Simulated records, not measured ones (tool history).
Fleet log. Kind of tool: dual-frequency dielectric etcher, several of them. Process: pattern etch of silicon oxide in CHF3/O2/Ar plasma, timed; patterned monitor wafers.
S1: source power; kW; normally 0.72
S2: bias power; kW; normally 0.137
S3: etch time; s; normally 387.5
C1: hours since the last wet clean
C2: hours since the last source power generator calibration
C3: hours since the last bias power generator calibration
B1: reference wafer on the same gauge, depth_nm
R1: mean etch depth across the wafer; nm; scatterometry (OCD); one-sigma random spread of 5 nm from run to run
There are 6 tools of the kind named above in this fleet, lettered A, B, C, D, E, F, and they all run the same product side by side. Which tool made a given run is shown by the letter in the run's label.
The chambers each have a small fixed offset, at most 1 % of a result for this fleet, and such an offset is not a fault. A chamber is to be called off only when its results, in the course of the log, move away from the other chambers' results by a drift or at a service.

| run | hour | S1 | S2 | S3 | C1 | C2 | C3 | B1 | R1 |
|---|---|---|---|---|---|---|---|---|---|
| 1D | 4 | 0.72 | 0.137 | 387.5 | 17.5 | 2126.3 | 1284.5 | 830.92 | 758.36 |
| 2C | 9.9 | 0.72 | 0.137 | 387.5 | 162 | 827.8 | 1810.5 | 830.33 | 752.71 |
| 3E | 13.7 | 0.72 | 0.137 | 387.5 | 51.6 | 1057.9 | 1224.4 | 831.4 | 741.99 |
| 4A | 17.5 | 0.72 | 0.137 | 387.5 | 328.3 | 1224.7 | 1636.9 | 830.44 | 750 |
| 5F | 22.2 | 0.72 | 0.137 | 387.5 | 388.1 | 4381 | 248.6 | 831.62 | 745.01 |
| 6B | 26.2 | 0.72 | 0.137 | 387.5 | 40.3 | 131.1 | 642.8 | 831.53 | 749.71 |
| 7C | 28.7 | 0.64 | 0.137 | 350 | 180.8 | 846.6 | 1829.3 | 830.95 | 650.13 |
| 8D | 33 | 0.64 | 0.137 | 350 | 46.5 | 2155.3 | 1313.5 | 830.27 | 652.37 |
| 9B | 35.8 | 0.64 | 0.137 | 350 | 49.9 | 140.7 | 652.4 | 830.94 | 645.89 |
| 10F | 41.1 | 0.64 | 0.137 | 350 | 407 | 4399.9 | 267.5 | 831.73 | 642.88 |
| 11E | 45.3 | 0.64 | 0.137 | 350 | 83.2 | 1089.5 | 1256 | 830.74 | 638.87 |
| 12A | 49.5 | 0.64 | 0.137 | 350 | 360.3 | 1256.7 | 1668.9 | 830.02 | 642.31 |
| 13D | 53.6 | 0.72 | 0.137 | 387.5 | 67.1 | 2175.9 | 1334.1 | 832.8 | 761.34 |
| 14A | 56.7 | 0.72 | 0.137 | 387.5 | 367.5 | 1263.9 | 1676.1 | 831.96 | 748.77 |
| 15F | 61.1 | 0.72 | 0.153 | 387.5 | 427 | 4419.9 | 287.5 | 830.67 | 780.72 |
| 16C | 65.9 | 0.72 | 0.153 | 387.5 | 218 | 883.8 | 1866.5 | 832.32 | 776.24 |
| 17E | 71.5 | 0.72 | 0.153 | 387.5 | 109.4 | 1115.7 | 1282.2 | 830.58 | 766.55 |
| 18B | 75.8 | 0.72 | 0.153 | 387.5 | 89.9 | 180.7 | 692.4 | 831.22 | 782.7 |
| 19C | 80.8 | 0.72 | 0.153 | 387.5 | 232.9 | 898.7 | 1881.4 | 831.06 | 773.96 |
| 20A | 84.7 | 0.72 | 0.153 | 387.5 | 395.5 | 1291.9 | 1704.1 | 831.65 | 774.34 |
| 21E | 88.5 | 0.72 | 0.137 | 387.5 | 126.4 | 1132.7 | 1299.2 | 830.48 | 744.7 |
|  | 88.6 | chamber F: source power generator calibrated |
| 22D | 91 | 0.72 | 0.137 | 387.5 | 104.5 | 2213.3 | 1371.5 | 830.85 | 752.97 |
|  | 93.8 | chamber F: wet clean of the chamber |
| 23B | 93.9 | 0.72 | 0.122 | 387.5 | 108 | 198.8 | 710.5 | 830.17 | 723.81 |
| 24F | 98.8 | 0.72 | 0.122 | 387.5 | 5 | 10.3 | 325.2 | 830.59 | 761.07 |
|  | 103 | chamber A: wet clean of the chamber |
| 25F | 103.5 | 0.72 | 0.122 | 387.5 | 9.7 | 15 | 329.9 | 831.34 | 759.47 |
| 26A | 109.1 | 0.72 | 0.122 | 387.5 | 6.1 | 1316.3 | 1728.5 | 831.61 | 729 |
| 27C | 114.2 | 0.72 | 0.122 | 387.5 | 266.3 | 932.1 | 1914.8 | 831.04 | 720.08 |
| 28E | 118.1 | 0.72 | 0.122 | 387.5 | 156 | 1162.3 | 1328.8 | 831.47 | 717.1 |
| 29B | 122.2 | 0.72 | 0.137 | 387.5 | 136.3 | 227.1 | 738.8 | 830.44 | 756.27 |
| 30D | 126.1 | 0.72 | 0.137 | 387.5 | 139.6 | 2248.4 | 1406.6 | 830.34 | 751.05 |
| 31E | 130.2 | 0.72 | 0.137 | 387.5 | 168.1 | 1174.4 | 1340.9 | 831.52 | 742.41 |
| 32A | 134.2 | 0.72 | 0.137 | 387.5 | 31.2 | 1341.4 | 1753.6 | 829.58 | 749.84 |
| 33D | 137 | 0.72 | 0.137 | 387.5 | 150.5 | 2259.3 | 1417.5 | 831.79 | 752.26 |
| 34C | 141 | 0.72 | 0.137 | 387.5 | 293.1 | 958.9 | 1941.6 | 830 | 752.37 |
| 35B | 144.5 | 0.72 | 0.137 | 387.5 | 158.6 | 249.4 | 761.1 | 832.77 | 749.7 |
| 36F | 147.3 | 0.72 | 0.17 | 387.5 | 53.5 | 58.8 | 373.7 | 831.33 | 832.15 |
| 37B | 151.4 | 0.72 | 0.17 | 387.5 | 165.5 | 256.3 | 768 | 831.89 | 803.15 |
| 38F | 157.1 | 0.72 | 0.17 | 387.5 | 63.3 | 68.6 | 383.5 | 830.94 | 845.79 |
| 39D | 160.6 | 0.72 | 0.17 | 387.5 | 174.1 | 2282.9 | 1441.1 | 830.58 | 808.86 |
| 40A | 163.1 | 0.72 | 0.17 | 387.5 | 60.1 | 1370.3 | 1782.5 | 831.56 | 804.89 |

Next, every chamber runs the same settings. What will each give?
| 41A | 167.3 | 0.72 | 0.125 | 387.5 |  |  |  |  | ? |
| 41B | 167.3 | 0.72 | 0.125 | 387.5 |  |  |  |  | ? |
| 41C | 167.3 | 0.72 | 0.125 | 387.5 |  |  |  |  | ? |
| 41D | 167.3 | 0.72 | 0.125 | 387.5 |  |  |  |  | ? |
| 41E | 167.3 | 0.72 | 0.125 | 387.5 |  |  |  |  | ? |
| 41F | 167.3 | 0.72 | 0.125 | 387.5 |  |  |  |  | ? |

| run | R1 |
|---|---|
| 41A | 731.97 |
| 41B | 729.28 |
| 41C | 725.59 |
| 41D | 733.98 |
| 41E | 725.83 |
| 41F | 760.72 |
